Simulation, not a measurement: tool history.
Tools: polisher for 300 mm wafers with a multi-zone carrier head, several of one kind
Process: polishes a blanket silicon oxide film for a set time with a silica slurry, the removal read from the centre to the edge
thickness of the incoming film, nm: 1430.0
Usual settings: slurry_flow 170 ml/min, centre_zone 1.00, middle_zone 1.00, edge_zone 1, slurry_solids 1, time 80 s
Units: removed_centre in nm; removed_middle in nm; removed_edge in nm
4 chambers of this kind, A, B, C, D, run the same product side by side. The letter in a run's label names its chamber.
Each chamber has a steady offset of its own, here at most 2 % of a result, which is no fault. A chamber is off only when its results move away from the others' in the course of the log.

| run | day | slurry_flow | centre_zone | middle_zone | edge_zone | slurry_solids | time | wafers polished on this pad | hours since the slurry nozzle was cleaned | hours since the centre zone pressure was calibrated | hours since the edge zone pressure was calibrated | removed_centre | removed_middle | removed_edge |
|---|---|---|---|---|---|---|---|---|---|---|---|---|---|---|
|  | 0.288 | chamber D: worn pad replaced by a new one |
| 1C | 0.400 | 170 | 1.00 | 1.00 | 1 | 1 | 80 | 346 | 891.1 | 559.1 | 257.2 | 246.09 | 246.05 | 248.94 |
| 2A | 0.700 | 170 | 1.00 | 1.00 | 1 | 1 | 80 | 706 | 691.7 | 341.0 | 459.4 | 249.15 | 245.58 | 250.42 |
|  | 0.912 | chamber A: worn pad replaced by a new one |
| 3D | 0.958 | 170 | 1.00 | 1.00 | 1 | 1 | 80 | 156 | 139.0 | 341.9 | 285.7 | 249.39 | 251.09 | 244.69 |
|  | 1.267 | chamber B: slurry nozzle cleaned |
| 4B | 1.371 | 170 | 1.00 | 1.00 | 1 | 1 | 80 | 513 | 2.5 | 364.2 | 138.9 | 248.74 | 248.48 | 245.03 |
| 5C | 1.658 | 170 | 1.00 | 1.00 | 1 | 1 | 80 | 638 | 921.3 | 589.3 | 287.4 | 249.04 | 246.70 | 245.54 |
| 6D | 2.046 | 170 | 1.00 | 1.00 | 1 | 1 | 80 | 408 | 165.1 | 368.0 | 311.8 | 243.98 | 249.58 | 244.48 |
|  | 2.271 | chamber C: worn pad replaced by a new one |
| 7B | 2.467 | 170 | 1.00 | 0.96 | 1 | 1 | 80 | 767 | 28.8 | 390.5 | 165.2 | 246.94 | 234.42 | 247.21 |
|  | 2.483 | chamber A: slurry nozzle cleaned |
|  | 2.675 | chamber D: centre zone pressure recalibrated |
|  | 2.842 | chamber B: worn pad replaced by a new one |
|  | 2.854 | chamber C: slurry nozzle cleaned |
| 8A | 2.904 | 170 | 1.00 | 0.96 | 1 | 1 | 80 | 462 | 10.1 | 393.9 | 512.3 | 249.34 | 235.93 | 252.11 |
| 9C | 3.129 | 170 | 1.00 | 0.96 | 1 | 1 | 80 | 199 | 6.6 | 624.6 | 322.7 | 249.89 | 239.38 | 249.10 |
| 10D | 3.529 | 170 | 1.00 | 0.96 | 1 | 1 | 80 | 752 | 200.7 | 20.5 | 347.4 | 247.88 | 239.91 | 245.98 |
| 11A | 4.000 | 170 | 1.00 | 1.00 | 1 | 1 | 80 | 716 | 36.4 | 420.2 | 538.6 | 248.36 | 241.35 | 249.20 |
|  | 4.392 | chamber A: worn pad replaced by a new one |
| 12B | 4.421 | 170 | 1.00 | 1.00 | 1 | 1 | 80 | 367 | 75.7 | 437.4 | 212.1 | 248.43 | 248.29 | 245.73 |
|  | 4.721 | chamber C: centre zone pressure recalibrated |
| 13B | 4.888 | 170 | 0.91 | 1.04 | 1 | 1 | 80 | 475 | 86.9 | 448.6 | 223.3 | 223.02 | 256.58 | 245.60 |
| 14A | 5.221 | 170 | 0.91 | 1.04 | 1 | 1 | 80 | 192 | 65.7 | 449.5 | 567.9 | 227.06 | 256.69 | 253.24 |
| 15C | 5.529 | 170 | 0.91 | 1.04 | 1 | 1 | 80 | 756 | 64.2 | 19.5 | 380.3 | 224.60 | 254.24 | 245.07 |
|  | 5.633 | chamber C: worn pad replaced by a new one |
| 16D | 5.900 | 170 | 0.91 | 1.04 | 1 | 1 | 80 | 1301 | 257.6 | 77.4 | 404.3 | 217.27 | 255.53 | 242.39 |
|  | 6.146 | chamber B: centre zone pressure recalibrated |
| 17D | 6.254 | 170 | 1.00 | 1.00 | 1 | 1 | 80 | 1383 | 266.1 | 85.9 | 412.8 | 249.91 | 250.52 | 245.56 |
|  | 6.483 | chamber D: worn pad replaced by a new one |
| 18B | 6.692 | 190 | 1.00 | 1.11 | 1 | 1 | 80 | 893 | 130.2 | 13.2 | 266.6 | 253.90 | 280.46 | 249.31 |
|  | 6.804 | chamber B: worn pad replaced by a new one |
| 19A | 7.008 | 190 | 1.00 | 1.11 | 1 | 1 | 80 | 607 | 108.6 | 492.4 | 610.8 | 248.99 | 272.04 | 252.94 |
| 20C | 7.400 | 190 | 1.00 | 1.11 | 1 | 1 | 80 | 409 | 109.1 | 64.4 | 425.2 | 252.12 | 269.12 | 251.19 |
|  | 7.642 | chamber A: worn pad replaced by a new one |
| 21A | 7.754 | 190 | 1.00 | 1.11 | 1 | 1 | 80 | 26 | 126.5 | 510.3 | 628.7 | 250.67 | 273.72 | 255.02 |
| 22D | 8.000 | 170 | 1.00 | 1.00 | 1 | 1 | 80 | 352 | 308.0 | 127.8 | 454.7 | 246.44 | 250.66 | 243.38 |
|  | 8.246 | chamber C: worn pad replaced by a new one |
| 23C | 8.296 | 170 | 1.00 | 1.00 | 1 | 1 | 80 | 11 | 130.6 | 85.9 | 446.7 | 247.40 | 247.17 | 250.97 |
| 24B | 8.733 | 170 | 1.00 | 1.00 | 1 | 1 | 80 | 447 | 179.2 | 62.2 | 315.6 | 247.54 | 248.55 | 247.47 |
| 25C | 8.946 | 170 | 1.00 | 1.00 | 1 | 1 | 80 | 162 | 146.2 | 101.5 | 462.3 | 245.49 | 250.90 | 245.01 |
| 26B | 9.233 | 170 | 1.00 | 1.00 | 1 | 1 | 80 | 563 | 191.2 | 74.2 | 327.6 | 248.73 | 252.05 | 248.83 |
| 27A | 9.538 | 170 | 1.00 | 1.00 | 1 | 1 | 80 | 439 | 169.3 | 553.1 | 671.5 | 246.41 | 241.90 | 251.89 |
|  | 9.762 | chamber B: slurry nozzle cleaned |
| 28D | 9.900 | 170 | 1.00 | 1.00 | 1 | 1 | 80 | 792 | 353.6 | 173.4 | 500.3 | 249.58 | 246.19 | 247.05 |
| 29C | 10.171 | 170 | 1.00 | 1.00 | 1 | 1 | 80 | 446 | 175.6 | 130.9 | 491.7 | 243.76 | 251.55 | 245.93 |
| 30D | 10.483 | 170 | 1.00 | 1.00 | 1 | 1 | 80 | 927 | 367.6 | 187.4 | 514.3 | 246.54 | 249.59 | 243.60 |
|  | 10.817 | chamber B: worn pad replaced by a new one |
|  | 10.825 | chamber A: worn pad replaced by a new one |
| 31B | 10.892 | 170 | 1.00 | 1.00 | 1 | 1 | 80 | 17 | 27.1 | 114.0 | 367.4 | 246.06 | 251.08 | 247.78 |
|  | 11.000 | chamber D: edge zone pressure recalibrated |
| 32A | 11.254 | 170 | 1.06 | 1.00 | 1 | 1 | 80 | 99 | 210.5 | 594.3 | 712.7 | 265.56 | 247.28 | 252.73 |
| 33A | 11.496 | 170 | 1.06 | 1.00 | 1 | 1 | 80 | 155 | 216.3 | 600.1 | 718.5 | 261.78 | 240.59 | 252.69 |
|  | 11.504 | chamber C: worn pad replaced by a new one |
| 34C | 11.825 | 170 | 1.06 | 1.00 | 1 | 1 | 80 | 74 | 215.3 | 170.6 | 531.4 | 264.57 | 251.16 | 247.53 |
| 35D | 12.054 | 170 | 1.06 | 1.00 | 1 | 1 | 80 | 1292 | 405.3 | 225.1 | 25.4 | 264.64 | 247.70 | 244.15 |
| 36B | 12.267 | 170 | 1.00 | 1.00 | 1 | 1 | 80 | 336 | 60.1 | 147.0 | 400.4 | 250.17 | 249.93 | 243.55 |
| 37D | 12.504 | 170 | 1.00 | 1.00 | 1 | 1 | 80 | 1396 | 416.1 | 235.9 | 36.2 | 244.37 | 250.94 | 243.06 |
| 38B | 12.717 | 170 | 0.93 | 0.91 | 1 | 1 | 80 | 440 | 70.9 | 157.8 | 411.2 | 227.11 | 228.52 | 246.04 |
|  | 12.862 | chamber D: worn pad replaced by a new one |
| 39A | 13.058 | 170 | 0.93 | 0.91 | 1 | 1 | 80 | 517 | 253.8 | 637.6 | 756.0 | 224.15 | 225.37 | 249.66 |
| 40C | 13.329 | 170 | 0.93 | 0.91 | 1 | 1 | 80 | 423 | 251.4 | 206.7 | 567.5 | 228.40 | 223.41 | 249.02 |
| 41B | 13.700 | 170 | 0.93 | 0.91 | 1 | 1 | 80 | 668 | 94.5 | 181.4 | 434.8 | 225.32 | 229.37 | 241.92 |
| 42D | 13.975 | 170 | 1.00 | 1.00 | 1 | 1 | 80 | 258 | 451.4 | 271.2 | 71.5 | 250.16 | 249.37 | 248.26 |
| 43A | 14.217 | 170 | 1.00 | 1.00 | 1 | 1 | 80 | 786 | 281.6 | 665.4 | 783.8 | 248.64 | 245.01 | 248.27 |
| 44C | 14.650 | 170 | 1.00 | 1.00 | 1 | 1 | 80 | 729 | 283.1 | 238.4 | 599.2 | 242.90 | 250.49 | 248.55 |

All 4 chambers run these settings next. Forecast each chamber's results:
| 45A | 14.988 | 170 | 1.00 | 1.00 | 1 | 1 | 80 |  |  |  |  | ? | ? | ? |
| 45B | 14.988 | 170 | 1.00 | 1.00 | 1 | 1 | 80 |  |  |  |  | ? | ? | ? |
| 45C | 14.988 | 170 | 1.00 | 1.00 | 1 | 1 | 80 |  |  |  |  | ? | ? | ? |
| 45D | 14.988 | 170 | 1.00 | 1.00 | 1 | 1 | 80 |  |  |  |  | ? | ? | ? |

| run | removed_centre | removed_middle | removed_edge |
|---|---|---|---|
| 45A | 252.36 | 244.02 | 251.28 |
| 45B | 243.32 | 252.11 | 244.88 |
| 45C | 244.84 | 249.03 | 248.33 |
| 45D | 247.76 | 250.26 | 243.69 |
